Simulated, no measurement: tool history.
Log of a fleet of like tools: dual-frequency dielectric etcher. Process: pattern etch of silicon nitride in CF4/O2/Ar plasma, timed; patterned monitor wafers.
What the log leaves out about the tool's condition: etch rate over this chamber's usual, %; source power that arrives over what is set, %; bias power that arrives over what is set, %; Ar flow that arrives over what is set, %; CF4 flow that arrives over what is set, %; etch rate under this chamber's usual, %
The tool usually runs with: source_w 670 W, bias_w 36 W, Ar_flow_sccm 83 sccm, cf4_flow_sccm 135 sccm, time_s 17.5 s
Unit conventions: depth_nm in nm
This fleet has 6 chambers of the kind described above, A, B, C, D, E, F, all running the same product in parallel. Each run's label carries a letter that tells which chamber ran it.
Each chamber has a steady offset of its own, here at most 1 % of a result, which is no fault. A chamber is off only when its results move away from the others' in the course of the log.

| run | hour | source_w | bias_w | Ar_flow_sccm | cf4_flow_sccm | time_s | hours since the last wet clean | hours since the last source power generator calibration | hours since the last bias power generator calibration | hours since the last Ar flow controller change | hours since the last CF4 flow controller change | read-back reference wafer on the same gauge, depth_nm | depth_nm |
|---|---|---|---|---|---|---|---|---|---|---|---|---|---|
| 1F | 4.6 | 670 | 36 | 83 | 135 | 17.5 | 497.4 | 3313.2 | 552.1 | 1012.0 | 534.5 | 46.339 | 40.762 |
| 2C | 8.8 | 670 | 36 | 83 | 135 | 17.5 | 197.6 | 1540.5 | 362.4 | 166.2 | 2881.3 | 46.370 | 40.561 |
| 3B | 14.0 | 670 | 36 | 83 | 135 | 17.5 | 105.4 | 1559.4 | 1805.0 | 4417.1 | 1634.2 | 46.442 | 40.984 |
| 4D | 18.9 | 670 | 36 | 83 | 135 | 17.5 | 494.6 | 1099.2 | 2779.6 | 2501.8 | 3281.2 | 46.416 | 40.766 |
| 5A | 22.2 | 580 | 28 | 83 | 135 | 17.5 | 171.9 | 1151.8 | 752.2 | 4195.2 | 479.5 | 46.441 | 33.492 |
| 6E | 27.7 | 580 | 28 | 83 | 135 | 17.5 | 258.2 | 1900.7 | 2884.2 | 2663.0 | 1176.3 | 46.414 | 33.200 |
| 7F | 30.6 | 580 | 28 | 83 | 135 | 17.5 | 523.4 | 3339.2 | 578.1 | 1038.0 | 560.5 | 46.352 | 32.860 |
| 8D | 34.9 | 580 | 28 | 83 | 135 | 17.5 | 510.6 | 1115.2 | 2795.6 | 2517.8 | 3297.2 | 46.403 | 33.025 |
| 9E | 37.6 | 580 | 28 | 83 | 135 | 17.5 | 268.1 | 1910.6 | 2894.1 | 2672.9 | 1186.2 | 46.462 | 32.988 |
| 10B | 40.7 | 580 | 28 | 83 | 135 | 17.5 | 132.1 | 1586.1 | 1831.7 | 4443.8 | 1660.9 | 46.350 | 33.179 |
| 11C | 45.3 | 670 | 36 | 83 | 135 | 17.5 | 234.1 | 1577.0 | 398.9 | 202.7 | 2917.8 | 46.395 | 40.814 |
| 12A | 49.6 | 670 | 36 | 83 | 135 | 17.5 | 199.3 | 1179.2 | 779.6 | 4222.6 | 506.9 | 46.375 | 40.703 |
| 13C | 54.2 | 670 | 36 | 83 | 135 | 17.5 | 243.0 | 1585.9 | 407.8 | 211.6 | 2926.7 | 46.425 | 40.571 |
| 14A | 59.3 | 670 | 36 | 83 | 135 | 17.5 | 209.0 | 1188.9 | 789.3 | 4232.3 | 516.6 | 46.379 | 40.720 |
| 15F | 61.8 | 670 | 36 | 83 | 135 | 17.5 | 554.6 | 3370.4 | 609.3 | 1069.2 | 591.7 | 46.421 | 40.291 |
| 16B | 66.8 | 670 | 36 | 83 | 135 | 17.5 | 158.2 | 1612.2 | 1857.8 | 4469.9 | 1687.0 | 46.399 | 40.957 |
| 17E | 72.4 | 670 | 36 | 83 | 135 | 17.5 | 302.9 | 1945.4 | 2928.9 | 2707.7 | 1221.0 | 46.473 | 41.091 |
| 18D | 75.8 | 670 | 36 | 83 | 135 | 17.5 | 551.5 | 1156.1 | 2836.5 | 2558.7 | 3338.1 | 46.377 | 40.865 |
| 19B | 81.1 | 670 | 36 | 83 | 135 | 17.5 | 172.5 | 1626.5 | 1872.1 | 4484.2 | 1701.3 | 46.389 | 40.821 |
| 20F | 83.9 | 670 | 36 | 83 | 135 | 17.5 | 576.7 | 3392.5 | 631.4 | 1091.3 | 613.8 | 46.420 | 40.591 |
| 21D | 88.7 | 830 | 36 | 83 | 135 | 17.5 | 564.4 | 1169.0 | 2849.4 | 2571.6 | 3351.0 | 46.397 | 49.189 |
| 22C | 93.5 | 830 | 36 | 83 | 135 | 17.5 | 282.3 | 1625.2 | 447.1 | 250.9 | 2966.0 | 46.372 | 49.576 |
|  | 93.6 | chamber F: wet clean of the chamber |
| 23A | 98.2 | 830 | 36 | 83 | 135 | 17.5 | 247.9 | 1227.8 | 828.2 | 4271.2 | 555.5 | 46.390 | 49.680 |
| 24E | 100.9 | 830 | 36 | 83 | 135 | 17.5 | 331.4 | 1973.9 | 2957.4 | 2736.2 | 1249.5 | 46.454 | 50.445 |
| 25C | 106.0 | 830 | 36 | 83 | 135 | 17.5 | 294.8 | 1637.7 | 459.6 | 263.4 | 2978.5 | 46.373 | 49.363 |
| 26F | 111.1 | 830 | 36 | 83 | 135 | 17.5 | 17.6 | 3419.7 | 658.6 | 1118.5 | 641.0 | 46.386 | 49.269 |
| 27D | 113.7 | 670 | 36 | 83 | 135 | 17.5 | 589.4 | 1194.0 | 2874.4 | 2596.6 | 3376.0 | 46.406 | 41.017 |
| 28E | 117.9 | 670 | 36 | 83 | 135 | 17.5 | 348.4 | 1990.9 | 2974.4 | 2753.2 | 1266.5 | 46.351 | 41.592 |
| 29A | 121.6 | 670 | 36 | 83 | 135 | 17.5 | 271.3 | 1251.2 | 851.6 | 4294.6 | 578.9 | 46.393 | 40.655 |
| 30B | 124.9 | 670 | 36 | 83 | 135 | 17.5 | 216.3 | 1670.3 | 1915.9 | 4528.0 | 1745.1 | 46.421 | 41.105 |
|  | 125.1 | chamber E: source power generator calibrated |
| 31B | 128.0 | 670 | 36 | 83 | 135 | 17.5 | 219.4 | 1673.4 | 1919.0 | 4531.1 | 1748.2 | 46.390 | 40.932 |
| 32F | 132.8 | 670 | 36 | 83 | 135 | 17.5 | 39.3 | 3441.4 | 680.3 | 1140.2 | 662.7 | 46.422 | 40.448 |
| 33C | 136.8 | 670 | 36 | 83 | 135 | 17.5 | 325.6 | 1668.5 | 490.4 | 294.2 | 3009.3 | 46.396 | 40.847 |
| 34E | 142.0 | 670 | 36 | 83 | 135 | 17.5 | 372.5 | 17.0 | 2998.5 | 2777.3 | 1290.6 | 46.465 | 41.827 |
| 35A | 147.6 | 670 | 36 | 83 | 135 | 17.5 | 297.3 | 1277.2 | 877.6 | 4320.6 | 604.9 | 46.414 | 40.687 |
|  | 151.1 | chamber D: wet clean of the chamber |
| 36D | 153.0 | 670 | 36 | 83 | 135 | 17.5 | 1.9 | 1233.3 | 2913.7 | 2635.9 | 3415.3 | 46.458 | 40.308 |
| 37F | 158.4 | 670 | 36 | 83 | 135 | 17.5 | 64.9 | 3467.0 | 705.9 | 1165.8 | 688.3 | 46.389 | 40.413 |
| 38E | 163.1 | 670 | 36 | 83 | 135 | 17.5 | 393.6 | 38.1 | 3019.6 | 2798.4 | 1311.7 | 46.339 | 42.101 |
| 39A | 167.2 | 670 | 36 | 83 | 135 | 17.5 | 316.9 | 1296.8 | 897.2 | 4340.2 | 624.5 | 46.430 | 40.600 |
| 40C | 171.3 | 670 | 36 | 83 | 135 | 17.5 | 360.1 | 1703.0 | 524.9 | 328.7 | 3043.8 | 46.387 | 40.781 |
| 41D | 176.9 | 670 | 36 | 83 | 135 | 17.5 | 25.8 | 1257.2 | 2937.6 | 2659.8 | 3439.2 | 46.401 | 40.805 |
| 42B | 181.4 | 670 | 36 | 83 | 135 | 17.5 | 272.8 | 1726.8 | 1972.4 | 4584.5 | 1801.6 | 46.383 | 40.683 |
| 43F | 185.9 | 670 | 36 | 83 | 135 | 17.5 | 92.4 | 3494.5 | 733.4 | 1193.3 | 715.8 | 46.399 | 40.794 |

Predict what each chamber gives when all 6 of them run the settings below next.
| 44A | 190.0 | 670 | 36 | 83 | 135 | 17.5 |  |  |  |  |  |  | ? |
| 44B | 190.0 | 670 | 36 | 83 | 135 | 17.5 |  |  |  |  |  |  | ? |
| 44C | 190.0 | 670 | 36 | 83 | 135 | 17.5 |  |  |  |  |  |  | ? |
| 44D | 190.0 | 670 | 36 | 83 | 135 | 17.5 |  |  |  |  |  |  | ? |
| 44E | 190.0 | 670 | 36 | 83 | 135 | 17.5 |  |  |  |  |  |  | ? |
| 44F | 190.0 | 670 | 36 | 83 | 135 | 17.5 |  |  |  |  |  |  | ? |

| run | depth_nm |
|---|---|
| 44A | 40.746 |
| 44B | 40.814 |
| 44C | 40.854 |
| 44D | 40.673 |
| 44E | 42.160 |
| 44F | 40.555 |

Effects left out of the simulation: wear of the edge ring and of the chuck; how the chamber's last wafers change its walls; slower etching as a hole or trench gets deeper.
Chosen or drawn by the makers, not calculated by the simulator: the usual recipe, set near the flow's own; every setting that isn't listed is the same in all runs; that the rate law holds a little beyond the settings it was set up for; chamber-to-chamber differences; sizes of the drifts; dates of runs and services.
